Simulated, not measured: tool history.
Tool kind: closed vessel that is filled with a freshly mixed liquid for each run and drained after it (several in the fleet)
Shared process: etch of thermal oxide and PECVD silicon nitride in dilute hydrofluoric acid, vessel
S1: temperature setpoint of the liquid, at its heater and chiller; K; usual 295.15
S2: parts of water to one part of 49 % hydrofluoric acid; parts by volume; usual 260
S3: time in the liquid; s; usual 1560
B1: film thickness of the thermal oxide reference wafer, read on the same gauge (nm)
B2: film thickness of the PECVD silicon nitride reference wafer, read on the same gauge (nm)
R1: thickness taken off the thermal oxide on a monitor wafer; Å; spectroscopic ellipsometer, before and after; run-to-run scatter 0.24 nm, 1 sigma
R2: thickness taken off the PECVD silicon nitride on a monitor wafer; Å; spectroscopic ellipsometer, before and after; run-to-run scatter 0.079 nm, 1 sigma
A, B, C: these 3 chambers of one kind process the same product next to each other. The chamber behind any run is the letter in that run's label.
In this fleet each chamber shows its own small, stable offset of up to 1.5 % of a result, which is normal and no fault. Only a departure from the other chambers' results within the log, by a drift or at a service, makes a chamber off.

{"run": "1B", "hour": 6.2, "S1": 295.15, "S2": 260, "S3": 1560, "B1": 119.99, "B2": 120, "R1": 233.17, "R2": 91.342}
{"run": "2A", "hour": 16.8, "S1": 295.15, "S2": 260, "S3": 1560, "B1": 120.03, "B2": 119.98, "R1": 231.25, "R2": 92.019}
{"run": "3C", "hour": 23.9, "S1": 295.15, "S2": 260, "S3": 1560, "B1": 120.01, "B2": 120.03, "R1": 235.95, "R2": 91.751}
{"run": "4A", "hour": 33.5, "S1": 295.15, "S2": 260, "S3": 1560, "B1": 120, "B2": 120.03, "R1": 237.82, "R2": 90.175}
{"run": "5C", "hour": 39.9, "S1": 295.15, "S2": 260, "S3": 1560, "B1": 120.01, "B2": 120.03, "R1": 233.61, "R2": 92.768}
{"run": "6B", "hour": 51.0, "S1": 295.15, "S2": 260, "S3": 1560, "B1": 120.03, "B2": 119.99, "R1": 231.77, "R2": 91.682}
{"run": "7A", "hour": 60.1, "S1": 295.15, "S2": 260, "S3": 1560, "B1": 119.98, "B2": 120.02, "R1": 234.06, "R2": 91.847}
{"run": "8B", "hour": 68.7, "S1": 295.15, "S2": 260, "S3": 1560, "B1": 120.02, "B2": 120.02, "R1": 231.62, "R2": 92.235}
{"run": "9C", "hour": 76.2, "S1": 295.15, "S2": 260, "S3": 1560, "B1": 119.97, "B2": 119.99, "R1": 235.05, "R2": 92.853}
{"run": "10C", "hour": 84.3, "S1": 295.15, "S2": 260, "S3": 1560, "B1": 120, "B2": 119.99, "R1": 235.71, "R2": 91.38}
{"run": "11B", "hour": 89.9, "S1": 295.15, "S2": 260, "S3": 1560, "B1": 119.96, "B2": 120.04, "R1": 230.48, "R2": 91.877}
{"run": "12A", "hour": 100.7, "S1": 295.15, "S2": 260, "S3": 1560, "B1": 120.01, "B2": 120.01, "R1": 236.68, "R2": 91.608}
{"run": "13C", "hour": 112.9, "S1": 295.15, "S2": 260, "S3": 1560, "B1": 119.99, "B2": 119.97, "R1": 240.08, "R2": 92.538}
{"run": "14A", "hour": 123.6, "S1": 295.15, "S2": 260, "S3": 1560, "B1": 120, "B2": 120.04, "R1": 236.45, "R2": 91.237}
{"run": "15B", "hour": 131.7, "S1": 295.15, "S2": 260, "S3": 1560, "B1": 119.98, "B2": 120.02, "R1": 228.87, "R2": 90.905}
{"run": "16C", "hour": 143.8, "S1": 295.15, "S2": 260, "S3": 1560, "B1": 120.02, "B2": 119.99, "R1": 237.8, "R2": 91.949}
{"run": "17A", "hour": 153.9, "S1": 295.15, "S2": 260, "S3": 1560, "B1": 119.99, "B2": 119.98, "R1": 235, "R2": 90.816}
{"run": "18B", "hour": 165.8, "S1": 295.15, "S2": 260, "S3": 1560, "B1": 120.02, "B2": 120.02, "R1": 234.87, "R2": 92.52}
{"run": "19A", "hour": 172.3, "S1": 295.15, "S2": 260, "S3": 1560, "B1": 119.98, "B2": 120.02, "R1": 233.57, "R2": 91.079}
{"run": "20C", "hour": 183.2, "S1": 295.15, "S2": 260, "S3": 1560, "B1": 120.03, "B2": 119.95, "R1": 230.55, "R2": 90.662}
{"run": "21B", "hour": 192.8, "S1": 291.65, "S2": 215, "S3": 1560, "B1": 119.98, "B2": 120, "R1": 260, "R2": 87.113}
{"run": "22C", "hour": 199.1, "S1": 291.65, "S2": 215, "S3": 1560, "B1": 120, "B2": 120.04, "R1": 257.33, "R2": 87.797}
{"run": "23A", "hour": 209.6, "S1": 291.65, "S2": 215, "S3": 1560, "B1": 120.01, "B2": 119.98, "R1": 259.78, "R2": 86.322}
{"run": "24B", "hour": 221.3, "S1": 295.15, "S2": 260, "S3": 1560, "B1": 120.01, "B2": 119.99, "R1": 231.15, "R2": 90.871}
{"run": "25A", "hour": 229.6, "S1": 295.15, "S2": 260, "S3": 1560, "B1": 120.01, "B2": 119.98, "R1": 234.38, "R2": 90.869}
{"run": "26C", "hour": 237.0, "S1": 295.15, "S2": 325, "S3": 1560, "B1": 119.99, "B2": 120.02, "R1": 172.82, "R2": 72.846}
{"run": "27B", "hour": 243.2, "S1": 295.15, "S2": 325, "S3": 1560, "B1": 120.01, "B2": 119.99, "R1": 173.5, "R2": 73.122}
{"hour": 248.4, "done": "chamber A: hydrofluoric acid flow meter replaced"}
{"run": "28B", "hour": 253.1, "S1": 295.15, "S2": 325, "S3": 1560, "B1": 120.01, "B2": 120.02, "R1": 176.38, "R2": 72.322}
{"run": "29A", "hour": 265.6, "S1": 295.15, "S2": 260, "S3": 1560, "B1": 120.01, "B2": 119.98, "R1": 233.41, "R2": 90.731}
{"run": "30C", "hour": 276.1, "S1": 295.15, "S2": 260, "S3": 1560, "B1": 119.97, "B2": 119.99, "R1": 224.91, "R2": 88.68}
{"run": "31B", "hour": 287.3, "S1": 295.15, "S2": 330, "S3": 1560, "B1": 119.98, "B2": 120, "R1": 172.95, "R2": 72.238}
{"run": "32C", "hour": 299.2, "S1": 295.15, "S2": 330, "S3": 1560, "B1": 120, "B2": 120.01, "R1": 166.71, "R2": 70.19}
{"run": "33A", "hour": 307.9, "S1": 295.15, "S2": 330, "S3": 1560, "B1": 120.01, "B2": 120.01, "R1": 174.99, "R2": 72.07}
{"run": "34C", "hour": 315.6, "S1": 295.15, "S2": 260, "S3": 1560, "B1": 119.98, "B2": 120.02, "R1": 221.92, "R2": 88.06}
{"run": "35A", "hour": 322.1, "S1": 295.15, "S2": 260, "S3": 1560, "B1": 119.97, "B2": 120, "R1": 231.54, "R2": 91.243}
{"run": "36B", "hour": 330.9, "S1": 291.65, "S2": 260, "S3": 2310, "B1": 120.01, "B2": 120, "R1": 305.16, "R2": 107.76}
{"run": "37B", "hour": 338.0, "S1": 291.65, "S2": 260, "S3": 2310, "B1": 120, "B2": 120.01, "R1": 302.87, "R2": 108.8}

Which is it: a chamber that has drifted or been left off by a service, a gauge drift common to all chambers, or only each chamber's usual small offset? If a chamber is off, name it and its likeliest cause.

Chamber C drifts away from the others.
Cause: hydrofluoric acid flow below the setpoint (%) = 4.32.

Here are 4 candidates for chamber C's next run, each the usual settings with a change, their results left as question marks. Which one brings its results back in line with what the others give on the usual settings?
Counts as in line when no further than this from what the other chambers average on the usual settings: R1 8.2 Å; R2 2.7 Å
{"run": "38C-1", "hour": 347.3, "S1": 295.65, "S2": 280, "S3": 1520, "R1": "?", "R2": "?"}
{"run": "38C-2", "hour": 347.3, "S1": 295.15, "S2": 265, "S3": 1525, "R1": "?", "R2": "?"}
{"run": "38C-3", "hour": 347.3, "S1": 295.15, "S2": 250, "S3": 1570, "R1": "?", "R2": "?"}
{"run": "38C-4", "hour": 347.3, "S1": 294.65, "S2": 240, "S3": 1600, "R1": "?", "R2": "?"}

The other chambers' mean on the usual settings: R1 233.9 Å; R2 90.973 Å
run=38C-1 R1=200.3 R2=81.79
run=38C-2 R1=211.89 R2=84.035
run=38C-3 R1=234.87 R2=91.635
run=38C-4 R1=247.39 R2=94.189
With 38C-3, the chamber falls back in line with the rest.

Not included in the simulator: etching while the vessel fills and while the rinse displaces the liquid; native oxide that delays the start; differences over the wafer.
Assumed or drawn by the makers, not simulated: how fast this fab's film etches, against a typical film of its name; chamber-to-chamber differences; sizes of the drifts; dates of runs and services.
